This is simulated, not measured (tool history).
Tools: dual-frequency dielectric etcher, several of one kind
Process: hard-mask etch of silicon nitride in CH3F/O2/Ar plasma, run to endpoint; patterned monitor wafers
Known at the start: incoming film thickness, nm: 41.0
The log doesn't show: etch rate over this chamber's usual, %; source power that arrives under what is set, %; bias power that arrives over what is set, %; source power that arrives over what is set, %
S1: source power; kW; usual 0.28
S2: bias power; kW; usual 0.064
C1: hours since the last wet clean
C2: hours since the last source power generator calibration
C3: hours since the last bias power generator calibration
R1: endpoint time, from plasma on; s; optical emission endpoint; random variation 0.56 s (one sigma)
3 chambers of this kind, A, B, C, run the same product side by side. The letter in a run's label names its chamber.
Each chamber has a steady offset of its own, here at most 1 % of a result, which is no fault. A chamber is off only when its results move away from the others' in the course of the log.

run	hour	S1	S2	C1	C2	C3	R1
1A	4.2	0.28	0.064	388.2	747.3	4024.9	71.414
2B	10.1	0.28	0.064	14.8	1072.3	3938.9	70.555
3C	18.6	0.28	0.064	462.2	616.1	2185.3	70.641
4A	25.9	0.28	0.064	409.9	769	4046.6	70.807
5C	31.3	0.28	0.064	474.9	628.8	2198	69.996
6B	38	0.22	0.056	42.7	1100.2	3966.8	80.91
7A	42.5	0.22	0.056	426.5	785.6	4063.2	80.013
8B	51.4	0.22	0.056	56.1	1113.6	3980.2	80.238
9C	59.2	0.28	0.072	502.8	656.7	2225.9	68.881
# hour 60: chamber C: wet clean of the chamber
10A	68.3	0.28	0.072	452.3	811.4	4089	67.093
11B	75.3	0.28	0.072	80	1137.5	4004.1	69.145
12C	79.9	0.28	0.064	20	677.4	2246.6	70.913
13C	87	0.28	0.064	27.1	684.5	2253.7	71.272
14A	96	0.28	0.064	480	839.1	4116.7	71.005
15B	100.4	0.28	0.064	105.1	1162.6	4029.2	69.522
16A	106.8	0.28	0.064	490.8	849.9	4127.5	70.244
17C	115.2	0.28	0.064	55.3	712.7	2281.9	71.554
18B	123.7	0.28	0.064	128.4	1185.9	4052.5	71.77
19C	130.3	0.28	0.064	70.4	727.8	2297	70.442
20A	136.5	0.28	0.064	520.5	879.6	4157.2	70.543
21B	143.8	0.35	0.079	148.5	1206	4072.6	59.374
22A	150.7	0.35	0.079	534.7	893.8	4171.4	60.167
23C	159.9	0.35	0.079	100	757.4	2326.6	60.436
24B	166.7	0.28	0.064	171.4	1228.9	4095.5	70.134
25B	173	0.28	0.064	177.7	1235.2	4101.8	70.275
26C	179.8	0.28	0.064	119.9	777.3	2346.5	70.317
27A	184.4	0.28	0.064	568.4	927.5	4205.1	71.013
28C	191.7	0.28	0.064	131.8	789.2	2358.4	70.472
29A	200.7	0.28	0.064	584.7	943.8	4221.4	70.203
# hour 207.6: chamber A: wet clean of the chamber
30B	209.7	0.28	0.064	214.4	1271.9	4138.5	70.921
31B	214.2	0.28	0.064	218.9	1276.4	4143	69.694
32C	219.1	0.26	0.057	159.2	816.6	2385.8	75.276
33A	226.6	0.26	0.057	19.1	969.7	4247.3	75.871
34C	232.9	0.26	0.057	173	830.4	2399.6	75.813
35A	242	0.28	0.064	34.5	985.1	4262.7	71.295

What goes on in this fleet: one chamber off, a drifting gauge, or nothing beyond the chambers' own small offsets? Name the chamber and the cause, if any.

No chamber stands off beyond its own small offset, and the gauge holds steady.

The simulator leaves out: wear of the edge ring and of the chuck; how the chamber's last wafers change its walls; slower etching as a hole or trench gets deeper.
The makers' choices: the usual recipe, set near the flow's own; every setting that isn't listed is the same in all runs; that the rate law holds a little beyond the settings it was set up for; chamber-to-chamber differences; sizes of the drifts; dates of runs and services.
